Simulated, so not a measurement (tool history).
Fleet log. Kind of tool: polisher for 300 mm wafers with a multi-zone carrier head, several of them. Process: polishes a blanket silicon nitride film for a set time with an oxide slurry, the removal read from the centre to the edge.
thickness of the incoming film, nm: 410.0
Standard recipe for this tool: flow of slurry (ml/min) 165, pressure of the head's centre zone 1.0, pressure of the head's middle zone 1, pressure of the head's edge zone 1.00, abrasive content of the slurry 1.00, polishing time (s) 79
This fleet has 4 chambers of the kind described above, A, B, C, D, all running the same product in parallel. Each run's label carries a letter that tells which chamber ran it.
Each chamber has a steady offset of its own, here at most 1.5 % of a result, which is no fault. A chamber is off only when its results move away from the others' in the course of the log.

| run | day | flow of slurry (ml/min) | pressure of the head's centre zone | pressure of the head's middle zone | pressure of the head's edge zone | abrasive content of the slurry | polishing time (s) | wafers polished on this pad | hours since the slurry nozzle was cleaned | hours since the centre zone pressure was calibrated | hours since the edge zone pressure was calibrated | film removed at the wafer's centre (Å) | film removed at mid-radius (Å) | film removed at the wafer's edge (Å) |
|---|---|---|---|---|---|---|---|---|---|---|---|---|---|---|
| 1A | 0.454 | 165 | 1.0 | 1 | 1.00 | 1.00 | 79 | 1080 | 132.9 | 898.1 | 581.5 | 309.43 | 305.40 | 301.40 |
| 2C | 0.983 | 165 | 1.0 | 1 | 1.00 | 1.00 | 79 | 615 | 224.6 | 142.8 | 175.4 | 294.87 | 305.90 | 300.42 |
| 3D | 1.312 | 165 | 1.0 | 1 | 1.00 | 1.00 | 79 | 439 | 141.7 | 774.2 | 834.7 | 298.80 | 296.83 | 301.47 |
|  | 1.479 | chamber C: worn pad replaced by a new one |
| 4B | 1.708 | 165 | 1.0 | 1 | 1.00 | 1.00 | 79 | 506 | 409.0 | 833.4 | 925.7 | 297.94 | 300.97 | 299.62 |
|  | 2.375 | chamber A: worn pad replaced by a new one |
|  | 2.388 | chamber B: worn pad replaced by a new one |
| 5B | 2.388 | 165 | 1.0 | 1 | 1.00 | 1.00 | 79 | 1 | 425.3 | 849.7 | 942.0 | 298.22 | 302.01 | 300.71 |
|  | 2.688 | chamber D: worn pad replaced by a new one |
| 6D | 2.996 | 165 | 1.0 | 1 | 1.00 | 1.00 | 79 | 75 | 182.1 | 814.6 | 875.1 | 299.71 | 293.03 | 298.89 |
|  | 3.008 | chamber C: slurry nozzle cleaned |
| 7C | 3.317 | 165 | 1.0 | 1 | 1.00 | 1.00 | 79 | 448 | 7.5 | 198.8 | 231.4 | 308.18 | 296.00 | 302.11 |
| 8A | 3.808 | 165 | 1.0 | 1 | 1.00 | 1.00 | 79 | 350 | 213.4 | 978.6 | 662.0 | 303.57 | 306.56 | 300.15 |
| 9A | 4.171 | 165 | 1.0 | 1 | 1.00 | 1.00 | 79 | 438 | 222.1 | 987.3 | 670.7 | 303.39 | 301.68 | 300.66 |
|  | 4.283 | chamber B: slurry nozzle cleaned |
| 10B | 4.542 | 165 | 1.0 | 1 | 1.00 | 1.00 | 79 | 527 | 6.3 | 901.4 | 993.7 | 303.61 | 299.65 | 296.47 |
|  | 4.758 | chamber C: worn pad replaced by a new one |
| 11D | 5.150 | 165 | 1.0 | 1 | 1.00 | 1.00 | 79 | 601 | 233.8 | 866.3 | 926.8 | 302.09 | 298.30 | 300.08 |
|  | 5.279 | chamber B: worn pad replaced by a new one |
| 12C | 5.571 | 165 | 1.0 | 1 | 1.00 | 1.00 | 79 | 198 | 61.6 | 252.9 | 285.5 | 294.21 | 296.14 | 301.14 |
|  | 6.042 | chamber D: worn pad replaced by a new one |
| 13C | 6.092 | 165 | 1.0 | 1 | 1.00 | 1.00 | 79 | 325 | 74.1 | 265.4 | 298.0 | 299.40 | 300.67 | 301.20 |
| 14A | 6.754 | 165 | 1.0 | 1 | 1.00 | 1.00 | 79 | 1069 | 284.1 | 1049.3 | 732.7 | 299.72 | 298.79 | 292.82 |
| 15D | 7.175 | 165 | 1.0 | 1 | 1.00 | 1.00 | 79 | 277 | 282.4 | 914.9 | 975.4 | 297.16 | 296.49 | 300.52 |
|  | 7.221 | chamber B: centre zone pressure recalibrated |
|  | 7.667 | chamber A: worn pad replaced by a new one |
| 16B | 7.808 | 165 | 1.0 | 1 | 1.08 | 1.00 | 79 | 618 | 84.7 | 14.2 | 1072.1 | 308.83 | 301.25 | 313.50 |
|  | 8.100 | chamber B: worn pad replaced by a new one |
|  | 8.229 | chamber C: worn pad replaced by a new one |
| 17D | 8.312 | 165 | 1.0 | 1 | 1.08 | 1.00 | 79 | 555 | 309.7 | 942.2 | 1002.7 | 298.23 | 302.05 | 313.00 |
| 18A | 8.742 | 165 | 1.0 | 1 | 1.08 | 1.00 | 79 | 263 | 331.8 | 1097.0 | 780.4 | 300.44 | 291.91 | 306.34 |
| 19C | 9.354 | 165 | 1.0 | 1 | 1.08 | 1.00 | 79 | 275 | 152.4 | 343.7 | 376.3 | 301.44 | 300.79 | 312.86 |
|  | 9.625 | chamber D: worn pad replaced by a new one |
| 20B | 9.896 | 165 | 1.0 | 1 | 1.00 | 1.00 | 79 | 439 | 134.8 | 64.3 | 1122.2 | 296.08 | 301.53 | 299.32 |
|  | 9.925 | chamber C: centre zone pressure recalibrated |
| 21B | 10.558 | 165 | 1.0 | 1 | 1.00 | 1.00 | 79 | 600 | 150.7 | 80.2 | 1138.1 | 307.97 | 303.29 | 299.33 |
| 22D | 11.054 | 165 | 1.0 | 1 | 1.00 | 1.00 | 79 | 349 | 375.5 | 1008.0 | 1068.5 | 300.97 | 300.18 | 298.90 |
|  | 11.117 | chamber B: worn pad replaced by a new one |
| 23A | 11.496 | 165 | 1.0 | 1 | 1.00 | 1.00 | 79 | 936 | 397.9 | 1163.1 | 846.5 | 282.53 | 283.25 | 288.86 |
|  | 11.621 | chamber C: worn pad replaced by a new one |
| 24C | 11.975 | 165 | 1.0 | 1 | 1.00 | 1.00 | 79 | 86 | 215.3 | 49.2 | 439.2 | 299.27 | 299.12 | 303.08 |
| 25D | 12.308 | 165 | 1.0 | 1 | 1.00 | 1.00 | 79 | 656 | 405.6 | 1038.1 | 1098.6 | 297.37 | 301.47 | 299.68 |
|  | 12.371 | chamber B: edge zone pressure recalibrated |
| 26B | 12.988 | 165 | 1.0 | 1 | 1.00 | 1.00 | 79 | 457 | 209.0 | 138.5 | 14.8 | 301.58 | 301.03 | 302.06 |
| 27A | 13.350 | 165 | 1.0 | 1 | 1.00 | 0.75 | 79 | 1388 | 442.4 | 1207.6 | 891.0 | 246.01 | 237.94 | 243.91 |
| 28C | 13.788 | 165 | 1.0 | 1 | 1.00 | 0.75 | 79 | 529 | 258.8 | 92.7 | 482.7 | 266.43 | 259.98 | 261.07 |

What goes on in this fleet: one chamber off, a drifting gauge, or nothing beyond the chambers' own small offsets? Name the chamber and the cause, if any.

One chamber, A, drifts off from the rest bit by bit.
Likeliest cause: slurry flow missing at the pad, % = 37.5.

Below are 4 candidate recipes for chamber A's next run, each the usual settings with a change, their results shown as question marks. Which of them brings A's results back in line with what the other chambers give on the usual settings?
In line here means within this much of the mean the other chambers give on the usual settings: film removed at the wafer's centre (Å) 14.00; film removed at mid-radius (Å) 11.00; film removed at the wafer's edge (Å) 7.50
| 29A-1 | 14.279 | 165 | 1.00 | 0.99 | 1.00 | 1.00 | 77 |  |  |  |  | ? | ? | ? |
| 29A-2 | 14.279 | 160 | 0.99 | 0.98 | 1.01 | 1.00 | 74 |  |  |  |  | ? | ? | ? |
| 29A-3 | 14.279 | 170 | 1.01 | 1.02 | 0.99 | 1.00 | 84 |  |  |  |  | ? | ? | ? |
| 29A-4 | 14.279 | 165 | 1.00 | 1.01 | 1.00 | 1.00 | 81 |  |  |  |  | ? | ? | ? |

The other chambers' mean on the usual settings: film removed at the wafer's centre (Å) 300.01; film removed at mid-radius (Å) 300.48; film removed at the wafer's edge (Å) 299.31
| run | film removed at the wafer's centre (Å) | film removed at mid-radius (Å) | film removed at the wafer's edge (Å) |
|---|---|---|---|
| 29A-1 | 267.86 | 262.61 | 271.29 |
| 29A-2 | 252.13 | 247.95 | 260.60 |
| 29A-3 | 298.19 | 296.71 | 295.90 |
| 29A-4 | 281.82 | 281.29 | 285.30 |
29A-3 is the one that brings the chamber's results back in line with the other chambers.
